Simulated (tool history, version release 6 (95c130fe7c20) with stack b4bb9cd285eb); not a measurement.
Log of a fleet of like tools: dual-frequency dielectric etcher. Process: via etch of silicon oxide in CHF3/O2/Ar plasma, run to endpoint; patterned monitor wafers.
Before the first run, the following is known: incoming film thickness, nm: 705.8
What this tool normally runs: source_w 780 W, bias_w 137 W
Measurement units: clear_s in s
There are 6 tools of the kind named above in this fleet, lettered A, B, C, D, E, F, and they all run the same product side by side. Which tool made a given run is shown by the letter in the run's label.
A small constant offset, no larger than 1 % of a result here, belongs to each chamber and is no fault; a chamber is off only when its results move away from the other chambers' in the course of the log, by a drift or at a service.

| run | hour | source_w | bias_w | clear_s |
|---|---|---|---|---|
| 1D | 8.5 | 780 | 137 | 351.31 |
| 2E | 18.6 | 780 | 137 | 352.2 |
| 3C | 29.9 | 780 | 137 | 349.53 |
| 4B | 40.4 | 780 | 137 | 352.02 |
| 5F | 50 | 780 | 137 | 353.23 |
| 6A | 60.3 | 780 | 137 | 349.75 |
| 7D | 68 | 780 | 137 | 350.29 |
|  | 70.1 | chamber F: wet clean of the chamber |
| 8B | 73.9 | 780 | 137 | 355.09 |
| 9F | 80.9 | 780 | 137 | 349.58 |
| 10A | 86.3 | 780 | 137 | 347.87 |
| 11C | 93.5 | 780 | 137 | 352.31 |
|  | 98.2 | chamber E: wet clean of the chamber |
| 12E | 101.8 | 780 | 137 | 352.97 |
| 13E | 111.3 | 780 | 137 | 350.79 |
| 14D | 120.8 | 780 | 137 | 351.56 |
| 15F | 127.9 | 780 | 137 | 351.78 |
| 16C | 133.3 | 780 | 165 | 333.18 |
| 17B | 141.9 | 780 | 165 | 331.99 |
| 18A | 149 | 780 | 165 | 327.11 |
| 19E | 154.9 | 780 | 165 | 328.88 |
| 20D | 163.8 | 780 | 165 | 331.17 |
|  | 170.1 | chamber D: wet clean of the chamber |
| 21A | 174.3 | 780 | 165 | 330.67 |
| 22C | 179.6 | 780 | 137 | 356.46 |
|  | 187.3 | chamber A: wet clean of the chamber |
| 23B | 187.6 | 780 | 137 | 351.88 |
| 24F | 195.6 | 780 | 168 | 331.57 |
| 25B | 206.4 | 780 | 168 | 328.04 |
| 26F | 213.2 | 780 | 168 | 332.03 |
| 27D | 218.9 | 780 | 168 | 348.12 |
| 28E | 226.2 | 780 | 168 | 334.29 |
|  | 228.8 | chamber C: wet clean of the chamber |
| 29A | 237.1 | 780 | 168 | 326.3 |
|  | 241.1 | chamber B: wet clean of the chamber |
| 30C | 248.1 | 780 | 137 | 351.22 |
| 31A | 257.7 | 780 | 148 | 340.29 |
| 32E | 265.9 | 780 | 148 | 339.82 |
|  | 270.1 | chamber B: bias power generator calibrated |
| 33D | 272.8 | 780 | 148 | 363.49 |
| 34B | 278.8 | 780 | 148 | 346.89 |
| 35C | 284.8 | 780 | 148 | 345.04 |
| 36F | 291.9 | 780 | 148 | 347.81 |
| 37A | 300.5 | 780 | 137 | 347.73 |
| 38C | 309.7 | 780 | 137 | 357.56 |
| 39D | 318.8 | 780 | 137 | 367.09 |
| 40F | 324 | 780 | 137 | 352.71 |
| 41B | 331.6 | 780 | 137 | 352 |

The same settings go to every chamber for the next run, one line per chamber below. Forecast the results for each:
| 42A | 339.8 | 780 | 106 | ? |
| 42B | 339.8 | 780 | 106 | ? |
| 42C | 339.8 | 780 | 106 | ? |
| 42D | 339.8 | 780 | 106 | ? |
| 42E | 339.8 | 780 | 106 | ? |
| 42F | 339.8 | 780 | 106 | ? |

| run | clear_s |
|---|---|
| 42A | 380.68 |
| 42B | 382.95 |
| 42C | 383.73 |
| 42D | 397.29 |
| 42E | 378.56 |
| 42F | 381.53 |

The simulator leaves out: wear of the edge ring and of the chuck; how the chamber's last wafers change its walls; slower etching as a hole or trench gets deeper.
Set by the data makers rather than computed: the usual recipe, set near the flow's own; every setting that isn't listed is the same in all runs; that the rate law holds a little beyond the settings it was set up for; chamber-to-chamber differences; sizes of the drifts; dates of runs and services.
